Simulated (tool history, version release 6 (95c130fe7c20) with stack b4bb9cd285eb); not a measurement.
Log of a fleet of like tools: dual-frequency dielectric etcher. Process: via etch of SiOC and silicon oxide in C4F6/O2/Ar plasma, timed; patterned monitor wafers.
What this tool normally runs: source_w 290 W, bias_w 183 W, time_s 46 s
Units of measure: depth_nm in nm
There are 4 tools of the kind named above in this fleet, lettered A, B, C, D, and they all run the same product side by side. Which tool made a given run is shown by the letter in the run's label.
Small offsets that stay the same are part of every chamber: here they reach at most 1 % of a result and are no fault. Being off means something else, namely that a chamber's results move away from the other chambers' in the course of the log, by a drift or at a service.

| run | hour | source_w | bias_w | time_s | read-back reference wafer on the same gauge, depth_nm | depth_nm |
|---|---|---|---|---|---|---|
| 1D | 8.5 | 290 | 183 | 46 | 48.489 | 45.937 |
|  | 11.8 | chamber B: bias power generator calibrated |
| 2C | 15.8 | 290 | 183 | 46 | 48.524 | 46.472 |
| 3A | 24.4 | 290 | 183 | 46 | 48.451 | 46.403 |
| 4B | 34.2 | 290 | 183 | 46 | 48.552 | 46.657 |
| 5C | 41.6 | 290 | 183 | 46 | 48.523 | 46.522 |
| 6D | 50.2 | 290 | 183 | 52 | 48.555 | 51.995 |
| 7B | 55.7 | 290 | 183 | 52 | 48.479 | 52.724 |
| 8A | 66.1 | 290 | 183 | 52 | 48.535 | 52.659 |
| 9D | 70.7 | 290 | 183 | 52 | 48.449 | 51.711 |
| 10B | 75.3 | 290 | 183 | 46 | 48.475 | 45.974 |
| 11A | 82.8 | 290 | 183 | 46 | 48.466 | 46.246 |
| 12C | 88.3 | 290 | 183 | 46 | 48.416 | 46.501 |
| 13B | 96.5 | 290 | 183 | 46 | 48.412 | 46.770 |
| 14D | 105.1 | 290 | 183 | 46 | 48.483 | 46.184 |
| 15C | 115.3 | 290 | 183 | 46 | 48.552 | 47.082 |
| 16A | 124.3 | 290 | 183 | 46 | 48.479 | 46.028 |
|  | 127.0 | chamber B: wet clean of the chamber |
| 17D | 132.8 | 290 | 183 | 46 | 48.540 | 46.294 |
| 18A | 138.7 | 290 | 183 | 46 | 48.499 | 45.947 |
| 19B | 143.9 | 290 | 183 | 46 | 48.481 | 46.452 |
| 20C | 149.6 | 290 | 183 | 46 | 48.448 | 47.018 |
| 21D | 155.5 | 290 | 183 | 46 | 48.522 | 46.153 |
| 22A | 162.1 | 320 | 156 | 46 | 48.517 | 45.845 |
| 23C | 168.9 | 320 | 156 | 46 | 48.552 | 45.957 |
| 24B | 173.4 | 320 | 156 | 46 | 48.476 | 46.002 |
| 25B | 179.9 | 320 | 156 | 46 | 48.565 | 46.211 |
| 26D | 186.8 | 290 | 183 | 46 | 48.494 | 45.919 |
| 27A | 191.9 | 340 | 148 | 46 | 48.467 | 46.160 |
| 28C | 197.2 | 340 | 148 | 46 | 48.479 | 47.527 |
|  | 204.0 | chamber A: wet clean of the chamber |
| 29D | 207.1 | 340 | 148 | 46 | 48.475 | 45.735 |
| 30A | 211.6 | 340 | 148 | 46 | 48.449 | 45.750 |
| 31B | 217.9 | 290 | 183 | 46 | 48.475 | 46.139 |
|  | 221.0 | chamber D: wet clean of the chamber |
| 32C | 225.9 | 290 | 183 | 46 | 48.549 | 47.257 |
| 33A | 232.3 | 290 | 183 | 46 | 48.511 | 46.709 |
| 34D | 241.5 | 290 | 183 | 46 | 48.457 | 45.718 |
| 35C | 246.8 | 290 | 183 | 46 | 48.455 | 47.854 |
| 36B | 257.2 | 290 | 183 | 46 | 48.467 | 46.481 |
| 37B | 261.9 | 290 | 183 | 46 | 48.410 | 46.664 |
| 38C | 266.7 | 290 | 183 | 46 | 48.502 | 48.277 |
| 39A | 271.3 | 290 | 183 | 46 | 48.467 | 46.806 |
| 40D | 278.2 | 290 | 183 | 46 | 48.531 | 45.864 |
| 41B | 285.4 | 290 | 183 | 38 | 48.455 | 38.862 |
| 42A | 293.6 | 290 | 183 | 38 | 48.534 | 38.367 |

Which is it: a chamber that has drifted or been left off by a service, a gauge drift common to all chambers, or only each chamber's usual small offset? If a chamber is off, name it and its likeliest cause.

Chamber C drifts away from the others.
Cause: etch rate over this chamber's usual, % = 3.83.

Here are 4 candidates for chamber C's next run, each the usual settings with a change, their results left as question marks. Which one brings its results back in line with what the others give on the usual settings?
In-line tolerance around the mean of the other chambers on the usual settings: depth_nm 0.880 nm
| 43C-1 | 301.1 | 240 | 183 | 46.0 |  | ? |
| 43C-2 | 301.1 | 290 | 226 | 46.0 |  | ? |
| 43C-3 | 301.1 | 290 | 183 | 48.0 |  | ? |
| 43C-4 | 301.1 | 290 | 182 | 44.5 |  | ? |

The other chambers' mean on the usual settings: depth_nm 46.287 nm
| run | depth_nm |
|---|---|
| 43C-1 | 44.592 |
| 43C-2 | 51.469 |
| 43C-3 | 50.036 |
| 43C-4 | 46.304 |
The answer is 43C-4, which returns the chamber to within the allowed miss of the others.
